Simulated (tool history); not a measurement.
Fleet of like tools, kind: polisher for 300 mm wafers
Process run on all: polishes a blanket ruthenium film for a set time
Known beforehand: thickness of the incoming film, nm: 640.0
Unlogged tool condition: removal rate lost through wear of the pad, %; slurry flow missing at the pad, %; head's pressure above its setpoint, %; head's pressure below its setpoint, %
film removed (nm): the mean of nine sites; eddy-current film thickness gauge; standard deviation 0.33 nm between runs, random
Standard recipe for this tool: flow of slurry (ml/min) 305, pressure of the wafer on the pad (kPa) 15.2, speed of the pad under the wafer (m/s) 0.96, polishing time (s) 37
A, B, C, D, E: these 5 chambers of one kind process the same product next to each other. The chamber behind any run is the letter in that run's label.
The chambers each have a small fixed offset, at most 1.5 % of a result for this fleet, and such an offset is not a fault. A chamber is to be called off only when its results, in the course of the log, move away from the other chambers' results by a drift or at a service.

| run | hour | flow of slurry (ml/min) | pressure of the wafer on the pad (kPa) | speed of the pad under the wafer (m/s) | polishing time (s) | wafers polished on this pad | hours since the slurry nozzle was cleaned | hours since the head pressure was calibrated | film removed (nm) |
|---|---|---|---|---|---|---|---|---|---|
| 1B | 6.2 | 305 | 15.2 | 0.96 | 37 | 641 | 462.2 | 72.6 | 42.877 |
| 2C | 10.9 | 305 | 15.2 | 0.96 | 37 | 780 | 455.7 | 361.2 | 43.953 |
|  | 11.2 | chamber A: worn pad replaced by a new one |
| 3E | 16.6 | 305 | 15.2 | 0.96 | 37 | 350 | 262.2 | 262.6 | 44.084 |
| 4D | 23.6 | 305 | 15.2 | 0.96 | 37 | 369 | 39 | 791.6 | 42.29 |
| 5A | 31.5 | 305 | 15.2 | 0.96 | 37 | 264 | 570.2 | 958.1 | 43.196 |
|  | 34.7 | chamber C: worn pad replaced by a new one |
|  | 35.7 | chamber E: worn pad replaced by a new one |
| 6D | 37.9 | 305 | 15.2 | 0.96 | 37 | 554 | 53.3 | 805.9 | 42.761 |
| 7C | 42.4 | 305 | 15.2 | 0.96 | 37 | 99 | 487.2 | 392.7 | 43.537 |
| 8A | 46.1 | 305 | 15.2 | 0.96 | 37 | 453 | 584.8 | 972.7 | 43.343 |
| 9E | 49.9 | 305 | 15.2 | 0.96 | 37 | 184 | 295.5 | 295.9 | 43.598 |
| 10B | 54 | 305 | 15.2 | 0.96 | 37 | 1260 | 510 | 120.4 | 42.647 |
| 11A | 60.5 | 305 | 15.2 | 0.96 | 47 | 639 | 599.2 | 987.1 | 53.367 |
| 12B | 65.7 | 305 | 15.2 | 0.96 | 47 | 1412 | 521.7 | 132.1 | 54.628 |
| 13E | 72.3 | 305 | 15.2 | 0.96 | 47 | 475 | 317.9 | 318.3 | 55.001 |
| 14D | 76 | 305 | 15.2 | 0.96 | 47 | 1048 | 91.4 | 844 | 53.731 |
|  | 77.5 | chamber E: worn pad replaced by a new one |
|  | 78.4 | chamber B: worn pad replaced by a new one |
| 15C | 81.7 | 305 | 15.2 | 0.96 | 47 | 609 | 526.5 | 432 | 53.747 |
|  | 85.9 | chamber A: worn pad replaced by a new one |
| 16B | 86 | 305 | 15.2 | 0.96 | 37 | 99 | 542 | 152.4 | 42.499 |
|  | 92.3 | chamber C: slurry nozzle cleaned |
| 17E | 93 | 305 | 15.2 | 0.96 | 37 | 201 | 338.6 | 339 | 42.613 |
| 18A | 99.7 | 305 | 15.2 | 0.96 | 37 | 179 | 638.4 | 1026.3 | 42.491 |
| 19C | 106 | 305 | 15.2 | 0.96 | 37 | 924 | 13.8 | 456.3 | 42.288 |
|  | 109.1 | chamber C: worn pad replaced by a new one |
|  | 110.4 | chamber D: worn pad replaced by a new one |
| 20D | 112.9 | 305 | 15.2 | 0.96 | 37 | 32 | 128.3 | 880.9 | 42.6 |
| 21D | 118.6 | 305 | 15.2 | 0.96 | 37 | 106 | 134 | 886.6 | 42.46 |
|  | 120.8 | chamber E: worn pad replaced by a new one |
| 22C | 124.1 | 305 | 15.2 | 0.96 | 37 | 194 | 31.9 | 474.4 | 41.768 |
|  | 124.5 | chamber E: slurry nozzle cleaned |
| 23E | 128.5 | 305 | 15.2 | 0.96 | 37 | 101 | 4.1 | 374.5 | 43.931 |
| 24A | 136.2 | 305 | 15.2 | 0.68 | 37 | 652 | 674.9 | 1062.8 | 30.141 |
| 25B | 143 | 305 | 15.2 | 0.68 | 37 | 837 | 599 | 209.4 | 29.811 |
| 26D | 150.6 | 305 | 15.2 | 0.68 | 37 | 521 | 166 | 918.6 | 29.903 |
| 27A | 155.4 | 305 | 15.2 | 0.68 | 37 | 901 | 694.1 | 1082 | 29.896 |
| 28C | 162.3 | 305 | 15.2 | 0.68 | 37 | 689 | 70.1 | 512.6 | 29.388 |
| 29E | 166.7 | 305 | 15.2 | 0.96 | 37 | 596 | 42.3 | 412.7 | 43.747 |
| 30B | 171 | 305 | 15.2 | 0.96 | 37 | 1200 | 627 | 237.4 | 43.154 |
|  | 173 | chamber E: worn pad replaced by a new one |
| 31E | 178.8 | 305 | 15.2 | 0.96 | 37 | 76 | 54.4 | 424.8 | 43.151 |
| 32D | 185.7 | 305 | 15.2 | 0.96 | 37 | 976 | 201.1 | 953.7 | 42.934 |

Each of the 5 chambers runs these same settings next. Fill in every chamber's results:
| 33A | 191.5 | 305 | 15.2 | 1.06 | 37 |  |  |  | ? |
| 33B | 191.5 | 305 | 15.2 | 1.06 | 37 |  |  |  | ? |
| 33C | 191.5 | 305 | 15.2 | 1.06 | 37 |  |  |  | ? |
| 33D | 191.5 | 305 | 15.2 | 1.06 | 37 |  |  |  | ? |
| 33E | 191.5 | 305 | 15.2 | 1.06 | 37 |  |  |  | ? |

| run | film removed (nm) |
|---|---|
| 33A | 47.244 |
| 33B | 46.992 |
| 33C | 44.849 |
| 33D | 46.695 |
| 33E | 48 |
